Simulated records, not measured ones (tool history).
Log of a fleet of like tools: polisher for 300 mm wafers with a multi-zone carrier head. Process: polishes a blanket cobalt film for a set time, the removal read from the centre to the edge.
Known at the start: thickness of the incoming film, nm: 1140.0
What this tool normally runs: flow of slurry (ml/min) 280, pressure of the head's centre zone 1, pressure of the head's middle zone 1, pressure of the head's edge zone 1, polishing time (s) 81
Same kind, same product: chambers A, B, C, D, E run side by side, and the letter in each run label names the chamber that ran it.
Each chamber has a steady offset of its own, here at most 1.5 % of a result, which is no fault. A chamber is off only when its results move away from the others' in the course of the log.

| run | hour | flow of slurry (ml/min) | pressure of the head's centre zone | pressure of the head's middle zone | pressure of the head's edge zone | polishing time (s) | film removed at the wafer's centre (nm) | film removed at mid-radius (nm) | film removed at the wafer's edge (nm) |
|---|---|---|---|---|---|---|---|---|---|
|  | 3.3 | chamber B: worn pad replaced by a new one |
|  | 4.1 | chamber E: worn pad replaced by a new one |
| 1A | 9.7 | 280 | 1 | 1 | 1 | 81 | 397.85 | 398.35 | 394.98 |
|  | 13.5 | chamber A: centre zone pressure recalibrated |
| 2E | 18.9 | 280 | 1 | 1 | 1 | 81 | 398.2 | 393.95 | 399.22 |
|  | 28.7 | chamber D: slurry nozzle cleaned |
| 3C | 29 | 280 | 1 | 1 | 1 | 81 | 391.34 | 408.46 | 390.64 |
|  | 32.5 | chamber E: centre zone pressure recalibrated |
| 4B | 34.3 | 280 | 1 | 1 | 1 | 81 | 407.05 | 393.13 | 396.03 |
| 5D | 38.9 | 280 | 1 | 1 | 1 | 81 | 406.46 | 393.35 | 389.93 |
| 6E | 46.2 | 280 | 1 | 1 | 1 | 81 | 398.03 | 400.52 | 396.03 |
|  | 46.5 | chamber D: worn pad replaced by a new one |
| 7D | 56 | 280 | 1 | 1 | 1 | 63 | 309.43 | 310.18 | 306.15 |
| 8C | 64.1 | 280 | 1 | 1 | 1 | 63 | 313.19 | 314.72 | 307.26 |
| 9B | 70 | 280 | 1 | 1 | 1 | 63 | 301.08 | 307 | 311.33 |
| 10A | 77 | 280 | 1 | 1 | 1 | 63 | 304.91 | 321.32 | 302.23 |
|  | 77.7 | chamber A: worn pad replaced by a new one |
|  | 79.7 | chamber B: slurry nozzle cleaned |
| 11B | 82.3 | 280 | 1 | 1 | 1 | 63 | 302.17 | 304.65 | 307.93 |
|  | 84.1 | chamber E: worn pad replaced by a new one |
| 12E | 91.4 | 280 | 1 | 1 | 1 | 81 | 391.72 | 394.88 | 394.43 |
| 13D | 97 | 335 | 1 | 1 | 1.09 | 81 | 403.08 | 387.89 | 413.31 |
| 14C | 101.9 | 335 | 1 | 1 | 1.09 | 81 | 386.98 | 392.92 | 412.21 |
|  | 105.9 | chamber E: slurry nozzle cleaned |
| 15A | 107.1 | 335 | 1 | 1 | 1.09 | 81 | 406.6 | 406.6 | 421.44 |
| 16A | 113 | 335 | 1 | 1 | 1.09 | 81 | 397.96 | 408.59 | 419.49 |
|  | 116.1 | chamber A: slurry nozzle cleaned |
| 17D | 120 | 335 | 1 | 1 | 1.09 | 81 | 414.54 | 396.32 | 417.52 |
| 18E | 130 | 280 | 1 | 1 | 1 | 81 | 395.44 | 394.81 | 395.56 |
| 19C | 139.5 | 280 | 1 | 1 | 1 | 81 | 378.28 | 379.07 | 377.55 |
|  | 147.5 | chamber D: worn pad replaced by a new one |
| 20B | 148.3 | 280 | 1 | 1 | 1 | 81 | 394.15 | 386.3 | 390.62 |
|  | 149.4 | chamber D: edge zone pressure recalibrated |
| 21A | 155.6 | 230 | 1 | 1 | 1 | 81 | 400.34 | 391.74 | 389.15 |
|  | 158.2 | chamber E: worn pad replaced by a new one |
| 22B | 165.7 | 230 | 1 | 1 | 1 | 81 | 382.49 | 378.78 | 382.15 |
| 23C | 170.8 | 230 | 1 | 1 | 1 | 81 | 362.56 | 359.85 | 365.73 |
| 24E | 178.5 | 230 | 1 | 1 | 1 | 81 | 390.71 | 386.25 | 390.38 |
| 25D | 188.8 | 230 | 1 | 1 | 1 | 81 | 398.33 | 381.4 | 384.77 |
| 26C | 197.8 | 280 | 1 | 1 | 1 | 81 | 362.85 | 367.78 | 363.38 |
|  | 204.4 | chamber B: worn pad replaced by a new one |
| 27A | 207.8 | 280 | 1 | 1 | 1 | 81 | 397.05 | 401.12 | 391.58 |
| 28E | 213.7 | 280 | 1 | 1 | 1 | 81 | 394.85 | 396.99 | 396.03 |
| 29D | 222.4 | 280 | 1 | 1 | 1 | 81 | 389.6 | 388.93 | 398.34 |
| 30B | 227.8 | 280 | 1 | 1 | 1 | 81 | 399.9 | 385.36 | 395.29 |
| 31A | 235.2 | 280 | 1 | 1 | 1 | 81 | 395 | 397.47 | 397.62 |

Is one chamber out of step, is the gauge drifting, or do the chambers differ by no more than their own small offsets? For an off chamber, give its letter and the likeliest cause.

Little by little, chamber C moves away from the other chambers.
Cause: removal rate lost through wear of the pad, % = 10.7.

Below are 4 candidate recipes for chamber C's next run, each the usual settings with a change, their results shown as question marks. Which of them brings C's results back in line with what the other chambers give on the usual settings?
Counts as in line when no further than this from what the other chambers average on the usual settings: film removed at the wafer's centre (nm) 20; film removed at mid-radius (nm) 19; film removed at the wafer's edge (nm) 9
| 32C-1 | 242.7 | 275 | 0.98 | 1.01 | 0.99 | 64 | ? | ? | ? |
| 32C-2 | 242.7 | 285 | 1.01 | 0.99 | 1.01 | 102 | ? | ? | ? |
| 32C-3 | 242.7 | 275 | 0.99 | 1 | 1 | 72 | ? | ? | ? |
| 32C-4 | 242.7 | 285 | 1.01 | 1 | 1.01 | 90 | ? | ? | ? |

Other chambers, usual settings, mean: film removed at the wafer's centre (nm) 395.4; film removed at mid-radius (nm) 395.05; film removed at the wafer's edge (nm) 394.37
| run | film removed at the wafer's centre (nm) | film removed at mid-radius (nm) | film removed at the wafer's edge (nm) |
|---|---|---|---|
| 32C-1 | 273 | 285.02 | 277.68 |
| 32C-2 | 451.49 | 447.52 | 448.54 |
| 32C-3 | 310.55 | 317.71 | 314.07 |
| 32C-4 | 398.4 | 398.54 | 395.71 |
Change 32C-4 lands the chamber within the allowed miss of the other chambers.

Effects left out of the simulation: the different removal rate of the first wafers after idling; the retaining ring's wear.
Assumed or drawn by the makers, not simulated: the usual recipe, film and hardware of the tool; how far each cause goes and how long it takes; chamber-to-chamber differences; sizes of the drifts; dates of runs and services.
